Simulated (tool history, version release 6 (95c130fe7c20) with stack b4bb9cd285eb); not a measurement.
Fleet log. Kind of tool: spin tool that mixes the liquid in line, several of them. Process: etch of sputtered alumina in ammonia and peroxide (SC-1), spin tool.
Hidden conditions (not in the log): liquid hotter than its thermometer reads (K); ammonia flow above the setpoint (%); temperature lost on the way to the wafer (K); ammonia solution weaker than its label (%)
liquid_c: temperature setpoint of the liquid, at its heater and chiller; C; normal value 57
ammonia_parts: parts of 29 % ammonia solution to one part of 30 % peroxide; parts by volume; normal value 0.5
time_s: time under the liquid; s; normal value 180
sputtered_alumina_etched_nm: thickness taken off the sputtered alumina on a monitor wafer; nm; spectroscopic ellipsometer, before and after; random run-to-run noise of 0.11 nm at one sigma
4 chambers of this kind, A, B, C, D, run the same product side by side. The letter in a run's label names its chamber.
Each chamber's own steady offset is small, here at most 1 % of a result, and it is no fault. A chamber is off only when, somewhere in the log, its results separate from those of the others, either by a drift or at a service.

run,hour,liquid_c,ammonia_parts,time_s,hours since the thermometer was replaced,hours since the ammonia flow meter was replaced,hours since the heated supply line was repaired,hours since the drum of ammonia solution was connected,"read-back film thickness of the sputtered alumina reference wafer, read on the same gauge (nm)",sputtered_alumina_etched_nm
1A,9.7,57,0.5,180,221.2,840.5,438.5,574.7,110,14.058
2C,18.1,57,0.5,180,1030.6,60.2,1813.6,122.1,110.01,14.166
# hour 27.2: chamber C: heated supply line repaired
3D,29.2,57,0.5,180,259.7,1115.8,674.4,660,110.04,13.991
4B,41.2,57,0.5,180,2309.7,1689.7,1292.2,342.8,109.99,14.237
5B,55.3,57,0.5,180,2323.8,1703.8,1306.3,356.9,110.01,14.279
6A,68.7,57,0.5,180,280.2,899.5,497.5,633.7,110.01,14.25
7C,82.9,57,0.5,180,1095.4,125,55.8,186.9,110,14.134
8D,95.7,57,0.5,180,326.2,1182.3,740.9,726.5,110.04,14.169
# hour 97.9: chamber C: new drum of ammonia solution connected
9C,107.3,57,0.5,180,1119.8,149.4,80.2,9.5,109.99,14.278
10D,118.9,57,0.5,180,349.4,1205.5,764.1,749.7,110.01,14.197
# hour 125: chamber B: ammonia flow meter replaced
11A,127.8,57,0.5,180,339.3,958.6,556.6,692.8,110,14.206
12B,139.9,57,0.5,180,2408.4,14.9,1390.9,441.5,110.01,14.064
# hour 145.2: chamber D: ammonia flow meter replaced
13B,153.3,57,0.5,180,2421.8,28.3,1404.3,454.9,109.99,14.091
14D,166.2,57,0.5,180,396.7,21,811.4,797,109.98,14.189
15C,178,57,0.5,180,1190.5,220.1,150.9,80.2,109.99,14.239
# hour 185.5: chamber D: new drum of ammonia solution connected
16A,185.6,57,0.5,180,397.1,1016.4,614.4,750.6,110,14.516
17B,193.9,57,0.7,245,2462.4,68.9,1444.9,495.5,109.99,20.128
18D,205,57,0.7,245,435.5,59.8,850.2,19.6,109.99,20.023
19C,215.1,57,0.7,245,1227.6,257.2,188,117.3,110.01,19.929
20A,222.1,57,0.7,245,433.6,1052.9,650.9,787.1,109.98,20.318
21B,232.9,57,0.5,180,2501.4,107.9,1483.9,534.5,110.01,14.119
22C,243.7,57,0.5,180,1256.2,285.8,216.6,145.9,109.97,14.278
# hour 251.3: chamber D: heated supply line repaired
23A,253,57,0.5,285,464.5,1083.8,681.8,818,109.99,23.132
24D,263.1,57,0.5,285,493.6,117.9,11.9,77.7,109.99,22.285
25B,272.2,57,0.5,285,2540.7,147.2,1523.2,573.8,110.04,22.551
26A,280.9,57,0.5,285,492.4,1111.7,709.7,845.9,110.02,23.447
27D,289.2,57,0.6,95,519.7,144,38,103.8,110,7.5496
# hour 302.9: chamber C: new drum of ammonia solution connected
28C,303,57,0.6,95,1315.5,345.1,275.9,0.2,110.03,7.6538
# hour 308.7: chamber B: heated supply line repaired
29C,314.3,57,0.6,95,1326.8,356.4,287.2,11.5,109.98,7.566
30D,324.4,57,0.6,95,554.9,179.2,73.2,139,110.04,7.507
# hour 331.7: chamber A: new drum of ammonia solution connected
31B,337.1,57,0.5,180,2605.6,212.1,28.4,638.7,110.02,14.119
32A,350.1,57,0.5,180,561.6,1180.9,778.9,18.5,109.97,14.953
33B,357.6,57,0.5,180,2626.1,232.6,48.9,659.2,110.01,14.103
# hour 358.2: chamber B: thermometer replaced
34C,369.4,57,0.5,180,1381.9,411.5,342.3,66.6,109.98,14.242
35D,380.6,57,0.5,180,611.1,235.4,129.4,195.2,110.02,14.024
36A,387.7,57,0.5,180,599.2,1218.5,816.5,56.1,110,15.14
37C,396.4,57,0.5,180,1408.9,438.5,369.3,93.6,110.03,14.18
38D,404.3,57,0.5,180,634.8,259.1,153.1,218.9,109.98,13.989
39B,411.2,57,0.5,180,53.1,286.2,102.5,712.8,110,14.13

For the next run the whole fleet of 4 chambers uses the same settings. Give each chamber's results:
40A,421.5,49.5,0.5,180,,,,,,?
40B,421.5,49.5,0.5,180,,,,,,?
40C,421.5,49.5,0.5,180,,,,,,?
40D,421.5,49.5,0.5,180,,,,,,?

run,sputtered_alumina_etched_nm
40A,9.9566
40B,9.4127
40C,9.5537
40D,9.3837
